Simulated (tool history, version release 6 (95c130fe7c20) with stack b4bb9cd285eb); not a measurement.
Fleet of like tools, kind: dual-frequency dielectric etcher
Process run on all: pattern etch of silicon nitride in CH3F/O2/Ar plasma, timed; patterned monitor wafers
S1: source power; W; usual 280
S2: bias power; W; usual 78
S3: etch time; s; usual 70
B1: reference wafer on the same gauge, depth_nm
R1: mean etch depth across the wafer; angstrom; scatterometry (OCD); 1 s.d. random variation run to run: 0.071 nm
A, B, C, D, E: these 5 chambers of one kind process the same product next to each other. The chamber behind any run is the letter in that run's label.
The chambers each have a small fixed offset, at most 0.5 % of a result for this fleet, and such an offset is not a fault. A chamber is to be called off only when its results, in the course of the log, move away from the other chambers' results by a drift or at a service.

run   hour   S1  S2  S3      B1      R1
 1C    8.2  280  78  70  52.003  442.13
      17.3  -- chamber D: wet clean of the chamber
 2D   22.3  280  78  70  52.005  439.74
      23.9  -- chamber B: bias power generator calibrated
 3E   33.8  280  78  70  52.001  441.53
 4A   43.6  280  78  70  52.029  442.29
 5B   50.9  280  78  70  52.055  443.83
 6B   59.3  350  78  57  52.054  391.80
 7A   72.7  350  78  57  52.052  390.65
 8C   86.8  350  78  57  52.064  392.55
 9E   96.6  350  78  57  52.087  393.48
10D  109.4  350  78  57  52.113  389.72
11D  123.0  280  78  70  52.106  441.68
     124.9  -- chamber C: bias power generator calibrated
12A  135.0  280  78  70  52.118  441.50
13C  146.4  280  78  70  52.138  442.06
14E  154.2  280  78  70  52.115  442.64
15B  166.5  280  78  70  52.132  444.32
16B  175.2  280  78  70  52.146  444.44
17D  185.5  280  78  70  52.130  442.06
     191.1  -- chamber E: wet clean of the chamber
18C  198.1  280  78  70  52.172  442.50
     210.9  -- chamber A: wet clean of the chamber
19A  211.3  280  78  70  52.174  441.41
20E  223.9  280  78  70  52.193  443.75
     227.8  -- chamber C: wet clean of the chamber
21D  235.6  280  78  70  52.190  442.75
22A  247.0  280  78  70  52.210  443.35
     254.9  -- chamber B: wet clean of the chamber
23C  258.4  280  78  70  52.199  445.09
24B  266.6  280  78  70  52.218  444.81
25E  274.2  280  78  70  52.193  444.14
26C  285.8  280  78  70  52.246  444.85
27A  294.4  340  59  70  52.259  434.91
28D  302.1  340  59  70  52.248  430.43
29E  312.8  340  59  70  52.270  435.93
30B  326.8  340  59  70  52.261  432.99
31B  336.3  340  59  70  52.267  434.11
32A  342.6  280  78  70  52.277  444.00
33E  355.5  280  78  70  52.280  445.57
34D  362.2  310  78  70  52.306  460.52
35C  369.9  310  78  70  52.312  462.85
36E  382.5  310  78  70  52.318  462.14
37A  397.0  310  78  70  52.342  461.00
38D  409.6  310  78  70  52.321  460.93

All chambers now run identical settings, listed one chamber a line with results as question marks. What results will each chamber show?
39A  420.1  280  84  70       ?
39B  420.1  280  84  70       ?
39C  420.1  280  84  70       ?
39D  420.1  280  84  70       ?
39E  420.1  280  84  70       ?

run      R1
39A  455.94
39B  457.22
39C  456.48
39D  454.43
39E  456.07

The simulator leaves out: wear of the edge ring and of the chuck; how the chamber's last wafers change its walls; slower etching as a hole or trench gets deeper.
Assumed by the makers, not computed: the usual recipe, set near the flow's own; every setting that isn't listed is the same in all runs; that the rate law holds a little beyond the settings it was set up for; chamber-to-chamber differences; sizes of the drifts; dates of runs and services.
